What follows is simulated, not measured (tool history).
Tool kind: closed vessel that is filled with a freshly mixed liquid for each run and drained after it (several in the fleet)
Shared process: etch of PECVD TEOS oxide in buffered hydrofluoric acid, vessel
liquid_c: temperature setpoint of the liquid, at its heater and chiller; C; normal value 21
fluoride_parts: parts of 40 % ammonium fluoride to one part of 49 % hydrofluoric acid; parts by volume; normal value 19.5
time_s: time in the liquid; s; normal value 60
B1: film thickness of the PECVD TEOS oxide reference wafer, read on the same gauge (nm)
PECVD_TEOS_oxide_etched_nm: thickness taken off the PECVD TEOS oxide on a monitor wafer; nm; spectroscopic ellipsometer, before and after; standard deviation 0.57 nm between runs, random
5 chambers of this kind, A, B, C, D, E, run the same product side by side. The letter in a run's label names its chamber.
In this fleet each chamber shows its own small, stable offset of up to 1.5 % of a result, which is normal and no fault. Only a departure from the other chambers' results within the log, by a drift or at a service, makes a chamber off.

Run 1A, hour 5.3: usual settings; B1 39.998. Result: PECVD_TEOS_oxide_etched_nm 72.916 nm.
Run 2C, hour 14.1: usual settings; B1 39.993. Result: PECVD_TEOS_oxide_etched_nm 73.634 nm.
Run 3E, hour 22.7: usual settings; B1 40.009. Result: PECVD_TEOS_oxide_etched_nm 73.839 nm.
Run 4D, hour 32.2: usual settings; B1 39.973. Result: PECVD_TEOS_oxide_etched_nm 73.687 nm.
Run 5B, hour 39: usual settings; B1 40.018. Result: PECVD_TEOS_oxide_etched_nm 74.186 nm.
Run 6C, hour 45.1: usual settings but fluoride_parts 27 parts by volume, time_s 40 s; B1 40.004. Result: PECVD_TEOS_oxide_etched_nm 38.692 nm.
Run 7B, hour 54.4: usual settings but fluoride_parts 27 parts by volume, time_s 40 s; B1 40.029. Result: PECVD_TEOS_oxide_etched_nm 39.097 nm.
Run 8A, hour 65.3: usual settings but fluoride_parts 27 parts by volume, time_s 40 s; B1 39.976. Result: PECVD_TEOS_oxide_etched_nm 38.993 nm.
Run 9D, hour 74.5: usual settings but fluoride_parts 27 parts by volume, time_s 40 s; B1 40.003. Result: PECVD_TEOS_oxide_etched_nm 39.767 nm.
Run 10E, hour 81.9: usual settings but fluoride_parts 27 parts by volume, time_s 40 s; B1 39.961. Result: PECVD_TEOS_oxide_etched_nm 39.15 nm.
Run 11A, hour 90.2: usual settings; B1 40.019. Result: PECVD_TEOS_oxide_etched_nm 74.342 nm.
Run 12B, hour 97: usual settings but liquid_c 18.5 C, fluoride_parts 23.5 parts by volume; B1 39.991. Result: PECVD_TEOS_oxide_etched_nm 56.191 nm.
Run 13E, hour 104.9: usual settings but liquid_c 18.5 C, fluoride_parts 23.5 parts by volume; B1 39.992. Result: PECVD_TEOS_oxide_etched_nm 54.713 nm.
Run 14D, hour 112.3: usual settings but liquid_c 18.5 C, fluoride_parts 23.5 parts by volume; B1 40.008. Result: PECVD_TEOS_oxide_etched_nm 56.182 nm.
Run 15C, hour 118.3: usual settings but liquid_c 18.5 C, fluoride_parts 23.5 parts by volume; B1 39.985. Result: PECVD_TEOS_oxide_etched_nm 55.409 nm.
Run 16C, hour 125.7: usual settings but liquid_c 18.5 C, fluoride_parts 23.5 parts by volume; B1 40.037. Result: PECVD_TEOS_oxide_etched_nm 55.724 nm.
Run 17B, hour 132.1: usual settings; B1 40.015. Result: PECVD_TEOS_oxide_etched_nm 74.267 nm.
Run 18D, hour 137.9: usual settings; B1 40.043. Result: PECVD_TEOS_oxide_etched_nm 72.995 nm.
Run 19E, hour 145.4: usual settings; B1 40.001. Result: PECVD_TEOS_oxide_etched_nm 72.303 nm.
Run 20A, hour 152: usual settings but liquid_c 19.5 C, time_s 75 s; B1 40.029. Result: PECVD_TEOS_oxide_etched_nm 83.88 nm.
Run 21E, hour 161.9: usual settings but liquid_c 19.5 C, time_s 75 s; B1 40.025. Result: PECVD_TEOS_oxide_etched_nm 81.814 nm.
Run 22B, hour 169.6: usual settings but liquid_c 19.5 C, time_s 75 s; B1 39.974. Result: PECVD_TEOS_oxide_etched_nm 84.738 nm.
Run 23D, hour 178.4: usual settings but liquid_c 19.5 C, time_s 75 s; B1 39.997. Result: PECVD_TEOS_oxide_etched_nm 84.371 nm.
Run 24C, hour 185.4: usual settings but liquid_c 19.5 C, time_s 75 s; B1 39.983. Result: PECVD_TEOS_oxide_etched_nm 84.489 nm.
Run 25A, hour 195.8: usual settings; B1 39.985. Result: PECVD_TEOS_oxide_etched_nm 72.927 nm.
Run 26A, hour 203.4: usual settings; B1 39.989. Result: PECVD_TEOS_oxide_etched_nm 74.216 nm.
Run 27B, hour 208.5: usual settings but fluoride_parts 22 parts by volume; B1 40.019. Result: PECVD_TEOS_oxide_etched_nm 67.382 nm.
Run 28D, hour 218.5: usual settings but fluoride_parts 22 parts by volume; B1 39.976. Result: PECVD_TEOS_oxide_etched_nm 67.385 nm.
Run 29C, hour 226.8: usual settings but fluoride_parts 22 parts by volume; B1 40.001. Result: PECVD_TEOS_oxide_etched_nm 66.496 nm.
Run 30E, hour 236.1: usual settings but fluoride_parts 22 parts by volume; B1 39.996. Result: PECVD_TEOS_oxide_etched_nm 64.044 nm.
Run 31E, hour 244.3: usual settings but fluoride_parts 22 parts by volume; B1 39.965. Result: PECVD_TEOS_oxide_etched_nm 62.651 nm.
Run 32D, hour 254: usual settings; B1 40.006. Result: PECVD_TEOS_oxide_etched_nm 73.085 nm.
Run 33A, hour 263.9: usual settings; B1 40.03. Result: PECVD_TEOS_oxide_etched_nm 74.622 nm.
Run 34C, hour 271.2: usual settings; B1 39.98. Result: PECVD_TEOS_oxide_etched_nm 73.08 nm.
Run 35B, hour 281.5: usual settings; B1 40.006. Result: PECVD_TEOS_oxide_etched_nm 73.628 nm.
Run 36A, hour 287: usual settings; B1 39.99. Result: PECVD_TEOS_oxide_etched_nm 73.883 nm.
Run 37B, hour 297.9: usual settings; B1 39.975. Result: PECVD_TEOS_oxide_etched_nm 73.248 nm.
Run 38C, hour 308.4: usual settings but liquid_c 19.5 C, time_s 70 s; B1 40.011. Result: PECVD_TEOS_oxide_etched_nm 79.048 nm.
Run 39E, hour 315: usual settings but liquid_c 19.5 C, time_s 70 s; B1 39.967. Result: PECVD_TEOS_oxide_etched_nm 72.7 nm.

One chamber off, gauge drift, or nothing amiss beyond the chambers' own small offsets? If it is a chamber, which one, and what is the likeliest cause?

One chamber, E, drifts off from the rest bit by bit.
What lies behind it: liquid colder than its thermometer reads (K) = 1.23.
The log may not tell that from: hydrofluoric acid flow below the setpoint (%).

Chamber E could run next with any of the 4 candidate recipes listed below; each alters the usual settings, and their results appear as question marks. Which one brings its results back in line with what the other chambers deliver on the usual settings?
In line means no further than this from the other chambers' mean on the usual settings: PECVD_TEOS_oxide_etched_nm 2 nm
Run 40E-1, hour 323.1: usual settings but liquid_c 21.5 C, time_s 70 s. Result: PECVD_TEOS_oxide_etched_nm ?.
Run 40E-2, hour 323.1: usual settings but fluoride_parts 18 parts by volume. Result: PECVD_TEOS_oxide_etched_nm ?.
Run 40E-3, hour 323.1: usual settings but liquid_c 18 C. Result: PECVD_TEOS_oxide_etched_nm ?.
Run 40E-4, hour 323.1: usual settings but fluoride_parts 21.5 parts by volume. Result: PECVD_TEOS_oxide_etched_nm ?.

Other chambers, usual settings, mean: PECVD_TEOS_oxide_etched_nm 73.649 nm
  run  PECVD_TEOS_oxide_etched_nm
40E-1                      81.271
40E-2                      73.264
40E-3                      56.991
40E-4                      62.928
It is 40E-2 that realigns the chamber with its peers.
